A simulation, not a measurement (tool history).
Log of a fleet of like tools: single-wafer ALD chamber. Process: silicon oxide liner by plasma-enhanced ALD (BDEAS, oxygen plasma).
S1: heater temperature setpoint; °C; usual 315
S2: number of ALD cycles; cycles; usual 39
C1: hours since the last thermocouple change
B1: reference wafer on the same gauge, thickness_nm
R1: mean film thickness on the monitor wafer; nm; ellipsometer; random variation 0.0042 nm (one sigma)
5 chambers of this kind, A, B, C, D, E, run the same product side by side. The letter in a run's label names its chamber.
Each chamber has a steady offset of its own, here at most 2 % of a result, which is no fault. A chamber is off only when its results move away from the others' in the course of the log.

run 1C hour=10 | S1=315 S2=39 | C1=976.3 | B1=3.3298 | R1=3.5708
run 2E hour=19 | S1=315 S2=39 | C1=106 | B1=3.3289 | R1=3.5762
run 3D hour=30.2 | S1=315 S2=39 | C1=822.3 | B1=3.3286 | R1=3.6078
run 4A hour=36.6 | S1=315 S2=39 | C1=2413.5 | B1=3.3283 | R1=3.5305
run 5B hour=46.5 | S1=315 S2=39 | C1=652.9 | B1=3.3281 | R1=3.5305
run 6E hour=56.5 | S1=303 S2=35 | C1=143.5 | B1=3.3269 | R1=3.2616
-- hour=61.3 chamber A: thermocouple changed; heater temperature recalibrated
run 7A hour=67.8 | S1=303 S2=35 | C1=6.5 | B1=3.3271 | R1=3.225
run 8C hour=73.5 | S1=303 S2=35 | C1=1039.8 | B1=3.3267 | R1=3.253
run 9B hour=83.2 | S1=303 S2=35 | C1=689.6 | B1=3.3258 | R1=3.2184
run 10D hour=93 | S1=303 S2=35 | C1=885.1 | B1=3.3254 | R1=3.2834
run 11B hour=103.3 | S1=315 S2=39 | C1=709.7 | B1=3.3255 | R1=3.5272
run 12D hour=113.2 | S1=315 S2=39 | C1=905.3 | B1=3.3243 | R1=3.6044
run 13A hour=120.9 | S1=306 S2=39 | C1=59.6 | B1=3.3238 | R1=3.572
run 14E hour=131 | S1=306 S2=39 | C1=218 | B1=3.3234 | R1=3.6225
run 15C hour=141.5 | S1=306 S2=39 | C1=1107.8 | B1=3.3237 | R1=3.605
run 16E hour=153.8 | S1=306 S2=39 | C1=240.8 | B1=3.3232 | R1=3.6157
run 17A hour=165.1 | S1=306 S2=39 | C1=103.8 | B1=3.3228 | R1=3.5755
run 18B hour=177.4 | S1=315 S2=39 | C1=783.8 | B1=3.3203 | R1=3.5163
run 19D hour=186.9 | S1=315 S2=39 | C1=979 | B1=3.3212 | R1=3.5981
run 20C hour=197.9 | S1=315 S2=39 | C1=1164.2 | B1=3.3219 | R1=3.5567
run 21E hour=209.7 | S1=315 S2=39 | C1=296.7 | B1=3.3198 | R1=3.5687
run 22D hour=216.5 | S1=315 S2=39 | C1=1008.6 | B1=3.3198 | R1=3.5963
run 23C hour=223.1 | S1=315 S2=39 | C1=1189.4 | B1=3.3196 | R1=3.552
run 24B hour=230 | S1=315 S2=39 | C1=836.4 | B1=3.3195 | R1=3.5178
run 25A hour=242 | S1=315 S2=39 | C1=180.7 | B1=3.319 | R1=3.5301
run 26E hour=254.2 | S1=315 S2=39 | C1=341.2 | B1=3.3181 | R1=3.5577
run 27A hour=262.4 | S1=315 S2=39 | C1=201.1 | B1=3.3181 | R1=3.5211
run 28C hour=274 | S1=315 S2=39 | C1=1240.3 | B1=3.3176 | R1=3.5503
run 29B hour=282.3 | S1=315 S2=39 | C1=888.7 | B1=3.3165 | R1=3.5182
run 30D hour=288.5 | S1=315 S2=39 | C1=1080.6 | B1=3.3174 | R1=3.5946
run 31E hour=296.8 | S1=315 S2=39 | C1=383.8 | B1=3.3175 | R1=3.5679
run 32A hour=308 | S1=315 S2=39 | C1=246.7 | B1=3.3153 | R1=3.5183
run 33C hour=314.8 | S1=315 S2=39 | C1=1281.1 | B1=3.3142 | R1=3.5547
run 34D hour=320.4 | S1=315 S2=39 | C1=1112.5 | B1=3.3151 | R1=3.5949
run 35B hour=329.8 | S1=302 S2=34 | C1=936.2 | B1=3.3139 | R1=3.1224
run 36A hour=342.2 | S1=302 S2=34 | C1=280.9 | B1=3.3142 | R1=3.1174

All 5 chambers run these settings next. Forecast each chamber's results:
run 37A hour=351.2 | S1=315 S2=39 | R1=?
run 37B hour=351.2 | S1=315 S2=39 | R1=?
run 37C hour=351.2 | S1=315 S2=39 | R1=?
run 37D hour=351.2 | S1=315 S2=39 | R1=?
run 37E hour=351.2 | S1=315 S2=39 | R1=?

run=37A R1=3.5214
run=37B R1=3.516
run=37C R1=3.5508
run=37D R1=3.5842
run=37E R1=3.5591
